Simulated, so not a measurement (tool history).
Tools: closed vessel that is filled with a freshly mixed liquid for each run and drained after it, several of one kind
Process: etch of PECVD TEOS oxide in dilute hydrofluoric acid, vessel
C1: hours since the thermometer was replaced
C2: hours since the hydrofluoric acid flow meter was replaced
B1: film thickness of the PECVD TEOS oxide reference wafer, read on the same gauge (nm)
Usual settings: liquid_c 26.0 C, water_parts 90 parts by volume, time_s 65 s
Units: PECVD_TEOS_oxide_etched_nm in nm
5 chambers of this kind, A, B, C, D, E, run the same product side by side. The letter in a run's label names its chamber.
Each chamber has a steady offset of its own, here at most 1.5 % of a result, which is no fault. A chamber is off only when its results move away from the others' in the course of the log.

{"run": "1B", "day": 0.179, "liquid_c": 26.0, "water_parts": 90, "time_s": 65, "C1": 190.6, "C2": 365.8, "B1": 130.01, "PECVD_TEOS_oxide_etched_nm": 12.673}
{"run": "2D", "day": 0.396, "liquid_c": 26.0, "water_parts": 90, "time_s": 65, "C1": 544.2, "C2": 468.4, "B1": 130.02, "PECVD_TEOS_oxide_etched_nm": 12.735}
{"run": "3C", "day": 0.625, "liquid_c": 26.0, "water_parts": 90, "time_s": 65, "C1": 1484.5, "C2": 886.9, "B1": 130.01, "PECVD_TEOS_oxide_etched_nm": 12.654}
{"day": 0.7, "done": "chamber A: hydrofluoric acid flow meter replaced"}
{"run": "4E", "day": 0.854, "liquid_c": 26.0, "water_parts": 90, "time_s": 65, "C1": 307.1, "C2": 336.6, "B1": 129.99, "PECVD_TEOS_oxide_etched_nm": 12.99}
{"run": "5A", "day": 1.05, "liquid_c": 26.0, "water_parts": 90, "time_s": 65, "C1": 2260.3, "C2": 8.4, "B1": 130.0, "PECVD_TEOS_oxide_etched_nm": 12.573}
{"run": "6E", "day": 1.183, "liquid_c": 26.0, "water_parts": 90, "time_s": 65, "C1": 315.0, "C2": 344.5, "B1": 129.99, "PECVD_TEOS_oxide_etched_nm": 12.598}
{"run": "7D", "day": 1.333, "liquid_c": 26.0, "water_parts": 90, "time_s": 65, "C1": 566.7, "C2": 490.9, "B1": 130.0, "PECVD_TEOS_oxide_etched_nm": 12.69}
{"run": "8A", "day": 1.467, "liquid_c": 26.0, "water_parts": 90, "time_s": 65, "C1": 2270.3, "C2": 18.4, "B1": 130.01, "PECVD_TEOS_oxide_etched_nm": 12.768}
{"run": "9B", "day": 1.6, "liquid_c": 26.0, "water_parts": 90, "time_s": 65, "C1": 224.7, "C2": 399.9, "B1": 129.99, "PECVD_TEOS_oxide_etched_nm": 13.021}
{"run": "10C", "day": 1.892, "liquid_c": 26.0, "water_parts": 90, "time_s": 65, "C1": 1514.9, "C2": 917.3, "B1": 130.01, "PECVD_TEOS_oxide_etched_nm": 12.612}
{"run": "11A", "day": 2.129, "liquid_c": 26.0, "water_parts": 90, "time_s": 65, "C1": 2286.2, "C2": 34.3, "B1": 130.0, "PECVD_TEOS_oxide_etched_nm": 12.595}
{"run": "12E", "day": 2.417, "liquid_c": 29.5, "water_parts": 60, "time_s": 65, "C1": 344.6, "C2": 374.1, "B1": 130.02, "PECVD_TEOS_oxide_etched_nm": 22.676}
{"run": "13D", "day": 2.667, "liquid_c": 29.5, "water_parts": 60, "time_s": 65, "C1": 598.7, "C2": 522.9, "B1": 130.01, "PECVD_TEOS_oxide_etched_nm": 22.533}
{"run": "14B", "day": 2.825, "liquid_c": 29.5, "water_parts": 60, "time_s": 65, "C1": 254.1, "C2": 429.3, "B1": 129.98, "PECVD_TEOS_oxide_etched_nm": 23.078}
{"run": "15C", "day": 3.021, "liquid_c": 29.5, "water_parts": 60, "time_s": 65, "C1": 1542.0, "C2": 944.4, "B1": 130.02, "PECVD_TEOS_oxide_etched_nm": 22.55}
{"run": "16B", "day": 3.238, "liquid_c": 29.5, "water_parts": 60, "time_s": 65, "C1": 264.0, "C2": 439.2, "B1": 130.01, "PECVD_TEOS_oxide_etched_nm": 23.136}
{"run": "17A", "day": 3.392, "liquid_c": 26.0, "water_parts": 90, "time_s": 65, "C1": 2316.5, "C2": 64.6, "B1": 129.99, "PECVD_TEOS_oxide_etched_nm": 12.722}
{"run": "18C", "day": 3.558, "liquid_c": 26.0, "water_parts": 90, "time_s": 65, "C1": 1554.9, "C2": 957.3, "B1": 130.01, "PECVD_TEOS_oxide_etched_nm": 12.774}
{"run": "19E", "day": 3.779, "liquid_c": 26.0, "water_parts": 75, "time_s": 65, "C1": 377.3, "C2": 406.8, "B1": 130.02, "PECVD_TEOS_oxide_etched_nm": 15.669}
{"run": "20D", "day": 3.938, "liquid_c": 26.0, "water_parts": 75, "time_s": 65, "C1": 629.2, "C2": 553.4, "B1": 129.97, "PECVD_TEOS_oxide_etched_nm": 15.61}
{"run": "21B", "day": 4.221, "liquid_c": 26.0, "water_parts": 75, "time_s": 65, "C1": 287.6, "C2": 462.8, "B1": 129.98, "PECVD_TEOS_oxide_etched_nm": 15.56}
{"run": "22D", "day": 4.45, "liquid_c": 26.0, "water_parts": 75, "time_s": 65, "C1": 641.5, "C2": 565.7, "B1": 130.0, "PECVD_TEOS_oxide_etched_nm": 15.472}
{"run": "23C", "day": 4.725, "liquid_c": 26.0, "water_parts": 75, "time_s": 65, "C1": 1582.9, "C2": 985.3, "B1": 130.0, "PECVD_TEOS_oxide_etched_nm": 15.769}
{"run": "24E", "day": 4.992, "liquid_c": 26.0, "water_parts": 90, "time_s": 65, "C1": 406.4, "C2": 435.9, "B1": 130.0, "PECVD_TEOS_oxide_etched_nm": 12.709}
{"run": "25A", "day": 5.225, "liquid_c": 26.0, "water_parts": 90, "time_s": 65, "C1": 2360.5, "C2": 108.6, "B1": 130.0, "PECVD_TEOS_oxide_etched_nm": 12.8}
{"run": "26B", "day": 5.362, "liquid_c": 26.0, "water_parts": 90, "time_s": 65, "C1": 315.0, "C2": 490.2, "B1": 130.02, "PECVD_TEOS_oxide_etched_nm": 12.784}
{"run": "27A", "day": 5.496, "liquid_c": 26.0, "water_parts": 90, "time_s": 65, "C1": 2367.0, "C2": 115.1, "B1": 130.0, "PECVD_TEOS_oxide_etched_nm": 12.69}
{"run": "28D", "day": 5.779, "liquid_c": 23.5, "water_parts": 110, "time_s": 65, "C1": 673.4, "C2": 597.6, "B1": 129.99, "PECVD_TEOS_oxide_etched_nm": 9.1341}
{"run": "29E", "day": 5.979, "liquid_c": 23.5, "water_parts": 110, "time_s": 65, "C1": 430.1, "C2": 459.6, "B1": 130.02, "PECVD_TEOS_oxide_etched_nm": 9.2535}
{"run": "30C", "day": 6.275, "liquid_c": 23.5, "water_parts": 110, "time_s": 65, "C1": 1620.1, "C2": 1022.5, "B1": 129.98, "PECVD_TEOS_oxide_etched_nm": 9.4449}
{"run": "31E", "day": 6.462, "liquid_c": 23.5, "water_parts": 110, "time_s": 65, "C1": 441.7, "C2": 471.2, "B1": 129.99, "PECVD_TEOS_oxide_etched_nm": 9.1698}
{"run": "32D", "day": 6.692, "liquid_c": 23.5, "water_parts": 110, "time_s": 65, "C1": 695.3, "C2": 619.5, "B1": 129.99, "PECVD_TEOS_oxide_etched_nm": 9.2882}
{"run": "33A", "day": 6.842, "liquid_c": 26.0, "water_parts": 90, "time_s": 65, "C1": 2399.3, "C2": 147.4, "B1": 129.98, "PECVD_TEOS_oxide_etched_nm": 12.67}
{"run": "34B", "day": 7.012, "liquid_c": 26.0, "water_parts": 90, "time_s": 65, "C1": 354.6, "C2": 529.8, "B1": 130.0, "PECVD_TEOS_oxide_etched_nm": 12.902}
{"run": "35C", "day": 7.283, "liquid_c": 26.0, "water_parts": 90, "time_s": 65, "C1": 1644.3, "C2": 1046.7, "B1": 130.0, "PECVD_TEOS_oxide_etched_nm": 13.283}
{"run": "36B", "day": 7.442, "liquid_c": 26.0, "water_parts": 90, "time_s": 65, "C1": 364.9, "C2": 540.1, "B1": 129.99, "PECVD_TEOS_oxide_etched_nm": 12.761}
{"run": "37C", "day": 7.654, "liquid_c": 26.0, "water_parts": 90, "time_s": 65, "C1": 1653.2, "C2": 1055.6, "B1": 130.02, "PECVD_TEOS_oxide_etched_nm": 13.321}
{"run": "38A", "day": 7.938, "liquid_c": 26.0, "water_parts": 90, "time_s": 65, "C1": 2425.6, "C2": 173.7, "B1": 130.02, "PECVD_TEOS_oxide_etched_nm": 12.726}
{"run": "39D", "day": 8.2, "liquid_c": 26.0, "water_parts": 90, "time_s": 65, "C1": 731.5, "C2": 655.7, "B1": 129.98, "PECVD_TEOS_oxide_etched_nm": 12.68}
{"run": "40E", "day": 8.458, "liquid_c": 26.0, "water_parts": 90, "time_s": 65, "C1": 489.6, "C2": 519.1, "B1": 130.01, "PECVD_TEOS_oxide_etched_nm": 12.697}
{"run": "41B", "day": 8.688, "liquid_c": 26.0, "water_parts": 90, "time_s": 65, "C1": 394.8, "C2": 570.0, "B1": 130.01, "PECVD_TEOS_oxide_etched_nm": 12.807}
{"run": "42A", "day": 8.904, "liquid_c": 26.0, "water_parts": 90, "time_s": 65, "C1": 2448.8, "C2": 196.9, "B1": 130.01, "PECVD_TEOS_oxide_etched_nm": 12.609}
{"run": "43C", "day": 9.088, "liquid_c": 26.0, "water_parts": 90, "time_s": 65, "C1": 1687.6, "C2": 1090.0, "B1": 130.0, "PECVD_TEOS_oxide_etched_nm": 13.416}
{"run": "44E", "day": 9.304, "liquid_c": 26.0, "water_parts": 90, "time_s": 65, "C1": 509.9, "C2": 539.4, "B1": 130.01, "PECVD_TEOS_oxide_etched_nm": 12.767}

What goes on in this fleet: one chamber off, a drifting gauge, or nothing beyond the chambers' own small offsets? Name the chamber and the cause, if any.

Chamber C drifts away from the others.
Cause: liquid hotter than its thermometer reads (K) = 1.8.
The log may not tell that from: hydrofluoric acid flow above the setpoint (%).

Here are 4 candidates for chamber C's next run, each the usual settings with a change, their results left as question marks. Which one brings its results back in line with what the others give on the usual settings?
In line means no further than this from the other chambers' mean on the usual settings: PECVD_TEOS_oxide_etched_nm 0.3600 nm
{"run": "45C-1", "day": 9.521, "liquid_c": 29.0, "water_parts": 90, "time_s": 65, "PECVD_TEOS_oxide_etched_nm": "?"}
{"run": "45C-2", "day": 9.521, "liquid_c": 26.0, "water_parts": 85, "time_s": 65, "PECVD_TEOS_oxide_etched_nm": "?"}
{"run": "45C-3", "day": 9.521, "liquid_c": 25.5, "water_parts": 90, "time_s": 60, "PECVD_TEOS_oxide_etched_nm": "?"}
{"run": "45C-4", "day": 9.521, "liquid_c": 26.0, "water_parts": 95, "time_s": 65, "PECVD_TEOS_oxide_etched_nm": "?"}

The other chambers' mean on the usual settings: PECVD_TEOS_oxide_etched_nm 12.7420 nm
run=45C-1 PECVD_TEOS_oxide_etched_nm=15.0960
run=45C-2 PECVD_TEOS_oxide_etched_nm=14.4000
run=45C-3 PECVD_TEOS_oxide_etched_nm=12.2160
run=45C-4 PECVD_TEOS_oxide_etched_nm=12.6840
45C-4 brings the chamber back in line.

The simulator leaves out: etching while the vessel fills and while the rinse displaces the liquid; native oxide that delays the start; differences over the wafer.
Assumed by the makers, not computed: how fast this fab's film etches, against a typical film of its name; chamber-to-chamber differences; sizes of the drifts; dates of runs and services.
